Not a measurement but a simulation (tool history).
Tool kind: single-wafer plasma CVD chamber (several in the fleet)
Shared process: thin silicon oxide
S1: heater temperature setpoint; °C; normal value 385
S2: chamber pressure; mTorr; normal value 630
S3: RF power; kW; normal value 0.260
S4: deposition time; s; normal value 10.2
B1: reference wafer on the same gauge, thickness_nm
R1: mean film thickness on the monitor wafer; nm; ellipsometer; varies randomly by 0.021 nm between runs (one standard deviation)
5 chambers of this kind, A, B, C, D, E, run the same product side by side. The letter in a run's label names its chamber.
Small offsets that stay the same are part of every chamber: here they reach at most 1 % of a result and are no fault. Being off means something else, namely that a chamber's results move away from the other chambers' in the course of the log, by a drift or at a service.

run	hour	S1	S2	S3	S4	B1	R1
1A	6.8	385	630	0.260	10.2	13.300	13.897
2D	15.5	385	630	0.260	10.2	13.302	13.804
3C	20.6	385	630	0.260	10.2	13.307	13.857
4E	28.6	385	630	0.260	10.2	13.308	14.045
5B	36.3	385	630	0.260	10.2	13.307	13.918
6E	45.4	385	630	0.260	11.6	13.309	15.975
7B	51.4	385	630	0.260	11.6	13.308	15.864
8C	62.3	385	630	0.260	11.6	13.321	15.767
9A	72.3	385	630	0.260	11.6	13.316	15.795
10D	83.1	385	630	0.260	11.6	13.324	15.667
11D	90.1	385	630	0.260	10.2	13.317	13.829
12A	100.1	385	630	0.260	10.2	13.322	13.932
13B	110.9	385	630	0.260	10.2	13.324	13.979
14C	118.3	385	630	0.260	10.2	13.329	13.864
15E	127.2	385	630	0.260	10.2	13.329	14.077
16E	137.2	385	630	0.260	10.2	13.330	14.059
17A	144.6	385	630	0.260	10.2	13.336	13.904
# hour 145.4: chamber B: thermocouple changed; heater temperature recalibrated
18B	154.3	385	630	0.260	10.2	13.333	13.966
19C	162.5	385	630	0.260	10.2	13.336	13.936
20D	170.1	385	630	0.260	10.2	13.341	13.836
# hour 174.9: chamber A: capacitance manometer re-zeroed and calibrated
21A	178.8	385	630	0.260	10.2	13.348	13.930
# hour 180.7: chamber E: thermocouple changed; heater temperature recalibrated
22C	186.4	385	683	0.230	10.2	13.345	14.327
23D	196.0	385	683	0.230	10.2	13.348	14.269
24B	206.8	385	683	0.230	10.2	13.342	14.485
25E	213.3	385	683	0.230	10.2	13.343	14.542
26D	221.2	385	683	0.230	10.2	13.345	14.272
27E	230.1	385	630	0.260	10.2	13.353	14.115
28A	241.1	385	630	0.260	10.2	13.354	13.940
29C	247.6	385	630	0.260	10.2	13.356	13.951
30B	255.6	385	630	0.260	10.2	13.352	13.970
# hour 258.5: chamber C: RF generator calibrated
31C	261.5	385	630	0.260	10.2	13.363	13.932
32D	270.9	385	630	0.260	10.2	13.366	13.892
33B	276.3	385	630	0.260	10.2	13.363	14.016
34E	284.4	385	630	0.260	10.2	13.361	14.089
35A	292.4	385	630	0.260	10.2	13.367	13.953
36B	301.8	385	630	0.260	10.2	13.364	14.005
37C	308.0	385	630	0.260	10.2	13.365	13.942
38D	315.2	385	630	0.260	10.2	13.374	13.871
39A	325.5	385	630	0.260	10.2	13.374	13.984
40E	332.2	385	742	0.260	11.4	13.376	18.740
41E	337.4	385	742	0.260	11.4	13.379	18.680
42C	346.1	385	742	0.260	11.4	13.371	18.513
43D	355.3	385	742	0.260	11.4	13.382	18.445

Read the log: is a single chamber off, either drifting away or since a service, is the gauge that measures every chamber drifting, or is nothing wrong beyond small per-chamber offsets? Name any odd chamber and what most likely caused it.

Every chamber seems to shift together because the gauge that measures them all drifts; the chambers themselves are fine.
Cause: gauge reads high (%) = 0.611.
